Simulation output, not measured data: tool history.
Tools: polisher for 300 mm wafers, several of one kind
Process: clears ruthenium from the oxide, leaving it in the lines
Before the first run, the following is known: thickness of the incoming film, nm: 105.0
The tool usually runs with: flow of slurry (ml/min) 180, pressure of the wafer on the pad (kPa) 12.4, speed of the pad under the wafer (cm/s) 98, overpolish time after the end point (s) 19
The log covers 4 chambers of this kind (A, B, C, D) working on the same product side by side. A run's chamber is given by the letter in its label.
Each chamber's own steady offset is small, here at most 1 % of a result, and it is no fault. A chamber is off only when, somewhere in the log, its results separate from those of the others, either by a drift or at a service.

run   hour  flow of slurry (ml/min)  pressure of the wafer on the pad (kPa)  speed of the pad under the wafer (cm/s)  overpolish time after the end point (s)  wafers polished on this pad  hours since the slurry nozzle was cleaned  hours since the head pressure was calibrated  time until the end point was called (s)
 1A    6.6                      180                                    12.4                                       98                                       19                          620                                       60.4                                         666.8                                   93.512
 2B   12.0                      180                                    12.4                                       98                                       19                         1538                                      190.5                                         433.6                                   95.483
 3D   17.0                      180                                    12.4                                       98                                       19                          298                                      817.6                                          58.5                                   92.832
      17.3  -- chamber B: worn pad replaced by a new one
 4C   26.6                      180                                    12.4                                       98                                       19                         1106                                       97.4                                         927.0                                   94.512
      30.9  -- chamber A: worn pad replaced by a new one
      31.3  -- chamber D: slurry nozzle cleaned
 5D   32.6                      180                                    12.4                                       98                                       19                          421                                        1.4                                          74.1                                   93.950
      40.7  -- chamber C: worn pad replaced by a new one
 6A   41.8                      180                                    12.4                                       98                                       19                           86                                       95.6                                         702.0                                   94.375
      46.2  -- chamber D: worn pad replaced by a new one
 7C   49.5                      180                                    12.4                                       98                                       19                           70                                      120.3                                         949.9                                   94.007
 8B   60.5                      180                                    12.4                                       98                                       19                          340                                      239.0                                         482.1                                   93.423
 9D   67.3                      180                                    12.4                                       98                                       19                          166                                       36.1                                         108.8                                   93.712
10B   78.3                      180                                    12.4                                       98                                       19                          480                                      256.8                                         499.9                                   93.050
11A   88.1                      180                                    12.4                                       98                                       19                          451                                      141.9                                         748.3                                   94.440
12C   95.5                      180                                    12.4                                       98                                       19                          432                                      166.3                                         995.9                                   94.893
      99.6  -- chamber B: slurry nozzle cleaned
13A  103.6                      180                                    12.4                                       98                                       19                          573                                      157.4                                         763.8                                   92.593
     112.9  -- chamber D: worn pad replaced by a new one
14C  114.9                      180                                    12.4                                       98                                       19                          585                                      185.7                                        1015.3                                   97.805
15B  122.6                      180                                    12.4                                       98                                       19                          829                                       23.0                                         544.2                                   96.705
16D  132.6                      180                                    12.4                                       98                                       19                          155                                      101.4                                         174.1                                   93.412
     132.9  -- chamber A: worn pad replaced by a new one
17D  140.2                      180                                    12.4                                       98                                       19                          215                                      109.0                                         181.7                                   95.765
18C  147.6                      180                                    12.4                                       98                                       19                          842                                      218.4                                        1048.0                                   94.666
19B  157.4                      180                                    12.4                                       98                                       19                         1104                                       57.8                                         579.0                                   94.758
20A  164.6                      180                                    12.4                                       98                                       19                          250                                      218.4                                         824.8                                   95.400
     165.5  -- chamber A: head pressure recalibrated
21D  171.0                      180                                    12.4                                       98                                       19                          458                                      139.8                                         212.5                                   93.313
22B  178.1                      180                                    12.4                                       98                                       19                         1267                                       78.5                                         599.7                                   94.217
23C  189.2                      180                                    12.4                                       98                                       19                         1170                                      260.0                                        1089.6                                   94.941
     192.1  -- chamber D: worn pad replaced by a new one
24A  195.5                      135                                     9.7                                       98                                       19                          493                                      249.3                                          30.0                                  129.290
     198.1  -- chamber C: worn pad replaced by a new one
25D  201.3                      135                                     9.7                                       98                                       19                           72                                      170.1                                         242.8                                  124.860
26A  207.2                      135                                     9.7                                       98                                       19                          585                                      261.0                                          41.7                                  126.800
27C  214.0                      135                                     9.7                                       98                                       19                          125                                      284.8                                        1114.4                                  128.380
28B  222.9                      180                                     8.3                                       98                                       14                         1620                                      123.3                                         644.5                                  142.410
     226.6  -- chamber B: worn pad replaced by a new one
29A  232.1                      180                                     8.3                                       98                                       14                          782                                      285.9                                          66.6                                  139.730
30D  240.2                      180                                     8.3                                       98                                       14                          379                                      209.0                                         281.7                                  138.640
31B  245.1                      180                                     8.3                                       98                                       14                          146                                      145.5                                         666.7                                  140.630

Is one chamber off against the others, does the gauge drift, or is nothing wrong? If a chamber is off, say which, and what the likeliest cause is.

Neither any chamber nor the gauge drifts; the chambers differ only by their own small, steady offsets.
